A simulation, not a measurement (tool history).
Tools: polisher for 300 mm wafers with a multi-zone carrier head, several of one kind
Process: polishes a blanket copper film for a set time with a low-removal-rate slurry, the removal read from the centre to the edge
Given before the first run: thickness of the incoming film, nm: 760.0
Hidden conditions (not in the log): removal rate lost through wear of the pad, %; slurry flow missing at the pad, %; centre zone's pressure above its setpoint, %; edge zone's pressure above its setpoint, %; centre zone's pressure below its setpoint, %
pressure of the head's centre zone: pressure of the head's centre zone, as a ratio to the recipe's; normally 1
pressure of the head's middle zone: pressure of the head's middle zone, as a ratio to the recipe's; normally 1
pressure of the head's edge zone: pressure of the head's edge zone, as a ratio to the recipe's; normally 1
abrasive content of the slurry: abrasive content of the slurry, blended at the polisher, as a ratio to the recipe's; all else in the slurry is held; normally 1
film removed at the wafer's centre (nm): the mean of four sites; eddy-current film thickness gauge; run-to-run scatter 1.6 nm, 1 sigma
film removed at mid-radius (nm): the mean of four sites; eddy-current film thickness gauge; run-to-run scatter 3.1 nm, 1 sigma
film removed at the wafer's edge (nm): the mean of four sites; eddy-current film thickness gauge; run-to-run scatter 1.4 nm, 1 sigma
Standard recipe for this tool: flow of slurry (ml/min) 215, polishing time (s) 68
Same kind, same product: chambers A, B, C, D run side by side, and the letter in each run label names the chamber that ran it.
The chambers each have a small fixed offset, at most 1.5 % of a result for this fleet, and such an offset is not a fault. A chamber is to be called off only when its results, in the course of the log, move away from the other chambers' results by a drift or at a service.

run	day	flow of slurry (ml/min)	pressure of the head's centre zone	pressure of the head's middle zone	pressure of the head's edge zone	abrasive content of the slurry	polishing time (s)	wafers polished on this pad	hours since the slurry nozzle was cleaned	hours since the centre zone pressure was calibrated	hours since the edge zone pressure was calibrated	film removed at the wafer's centre (nm)	film removed at mid-radius (nm)	film removed at the wafer's edge (nm)
# day 0.154: chamber C: edge zone pressure recalibrated
1C	0.225	215	1	1	1	1	68	364	140.6	216.8	1.7	210.04	209.9	210.61
2B	0.367	215	1	1	1	1	68	435	45	303.3	763.6	211.02	210.53	210.12
# day 0.408: chamber A: worn pad replaced by a new one
# day 0.488: chamber D: worn pad replaced by a new one
3A	0.512	215	1	1	1	1	68	19	139.5	1234	29.2	209.13	214.04	211.39
4D	0.771	215	1	1	1	1	68	52	334.1	384	902.3	214.33	209.95	208.75
5D	1.029	215	1	1	1	1	68	100	340.3	390.2	908.5	210.38	209.67	208.39
6B	1.221	215	1	1	1	1	68	592	65.5	323.8	784.1	207.85	206.94	209.62
7C	1.458	250	1	1	1	1	68	591	170.2	246.4	31.3	213.01	212.76	212.02
8A	1.742	250	1	1	1	1	68	245	169	1263.5	58.7	211.35	214.59	208.11
9D	1.925	250	1	1	1	1	68	264	361.8	411.7	930	217.53	212.87	215.78
10C	2.154	250	1	1	1	1	68	719	186.9	263.1	48	213.47	210.09	209.81
11A	2.412	215	1	1	1	1	68	369	185.1	1279.6	74.8	206.2	205.32	209.26
# day 2.612: chamber B: worn pad replaced by a new one
12B	2.642	215	1	1	1	1	68	5	99.6	357.9	818.2	209.63	211.03	211.32
13C	2.921	215	1	1	1	1	68	860	205.3	281.5	66.4	208	204.04	208.19
# day 3.138: chamber C: worn pad replaced by a new one
14D	3.192	215	1	1.08	1	1	84	497	392.2	442.1	960.4	260.02	285.96	258.72
15B	3.467	215	1	1.08	1	1	84	157	119.4	377.7	838	258.11	279.95	258.79
16A	3.738	215	1	1.08	1	1	84	612	216.9	1311.4	106.6	254.29	271.84	260.25
17B	4.008	215	1	1.08	1	1	84	256	132.4	390.7	851	257.89	281.85	256.5
# day 4.038: chamber D: edge zone pressure recalibrated
18A	4.179	215	1	1	1	1	68	694	227.5	1322	117.2	207.76	206.15	207.9
# day 4.225: chamber C: centre zone pressure recalibrated
# day 4.296: chamber A: worn pad replaced by a new one
19D	4.429	215	1	1	1	1	68	725	421.9	471.8	9.4	211.94	205.91	210.77
20C	4.721	215	1	1	1	1	68	291	248.5	12	109.6	206.84	201.21	206
21B	5.025	215	1	1	1	1	68	443	156.8	415.1	875.4	210.23	205.66	208.32
# day 5.054: chamber A: slurry nozzle cleaned
22D	5.3	215	1	1	1	1	68	885	442.8	492.7	30.3	212.52	207.85	212.26
# day 5.379: chamber D: worn pad replaced by a new one
23A	5.562	215	1	1	1	1	68	233	12.2	1355.2	150.4	208.39	202.77	208.69
# day 5.65: chamber A: centre zone pressure recalibrated
24C	5.762	215	1	1	1	1	68	483	273.5	37	134.6	203.37	207.2	207.23
# day 5.838: chamber D: centre zone pressure recalibrated
25C	5.954	215	1	1	1	1	68	518	278.1	41.6	139.2	200.53	206.47	206.61
26D	6.133	215	1	1	1	1	68	138	462.8	7.1	50.3	207.99	211.43	209.33
27A	6.308	215	1	1	1	1	68	370	30.1	15.9	168.3	208.29	207.47	209.65
28B	6.508	215	1	1	1	1	68	716	192.4	450.7	911	205.43	207.98	211.61
29D	6.792	215	1	1	1	1	68	260	478.6	22.9	66.1	210.4	204.81	210.96
# day 6.854: chamber D: slurry nozzle cleaned
30B	6.962	215	1	1	1	1	68	800	203.3	461.6	921.9	211.65	207.82	209.63
31A	7.246	215	1	1	1	1	68	543	52.6	38.4	190.8	206.92	210.15	211.27
# day 7.262: chamber B: worn pad replaced by a new one
32C	7.458	215	1	1	1	1	68	795	314.2	77.7	175.3	199.57	201.37	205.36
# day 7.625: chamber C: worn pad replaced by a new one
33C	7.696	215	1	1	1	1	68	13	319.9	83.4	181	199.94	199.37	204.13
# day 7.804: chamber A: worn pad replaced by a new one
34D	7.95	215	1	1	1	1	68	473	26.4	50.7	93.9	209.99	211.12	212.33
35B	8.167	215	1	1	1	1	54	166	232.2	490.5	950.8	165.66	163.43	167.06
36A	8.446	215	1	1	1	1	54	118	81.4	67.2	219.6	165.51	165.47	167.08
37B	8.646	215	1	1	1	1	54	254	243.7	502	962.3	166.53	164.69	168.46
38C	8.896	215	1	1	1	1	54	234	348.7	112.2	209.8	155.37	159.06	159.43
# day 8.933: chamber B: slurry nozzle cleaned
39D	9.138	215	1	1	1	1	68	691	54.9	79.2	122.4	210.9	211.09	210.83
40A	9.392	215	1	1	1.09	1	68	292	104.1	89.9	242.3	208.22	210.18	219.97
41C	9.608	215	1	1	1.09	1	68	365	365.8	129.3	226.9	192.76	199.75	210.83
42D	9.871	215	1	1	1.09	1	68	826	72.5	96.8	140	213.76	208.67	218.15
43B	10.117	215	1	1	1.09	1	68	525	28.5	537.3	997.6	208.25	212.64	218.65
44A	10.275	215	1	1	1	1	68	454	125.3	111.1	263.5	206.82	204	210.96

Next, every chamber runs the same settings. What will each give?
45A	10.496	215	1	1	1	1	68					?	?	?
45B	10.496	215	1	1	1	1	68					?	?	?
45C	10.496	215	1	1	1	1	68					?	?	?
45D	10.496	215	1	1	1	1	68					?	?	?

run	film removed at the wafer's centre (nm)	film removed at mid-radius (nm)	film removed at the wafer's edge (nm)
45A	208.63	211.51	209.38
45B	209	205.25	209.64
45C	193.45	195.91	197.69
45D	210.55	211.96	208.5
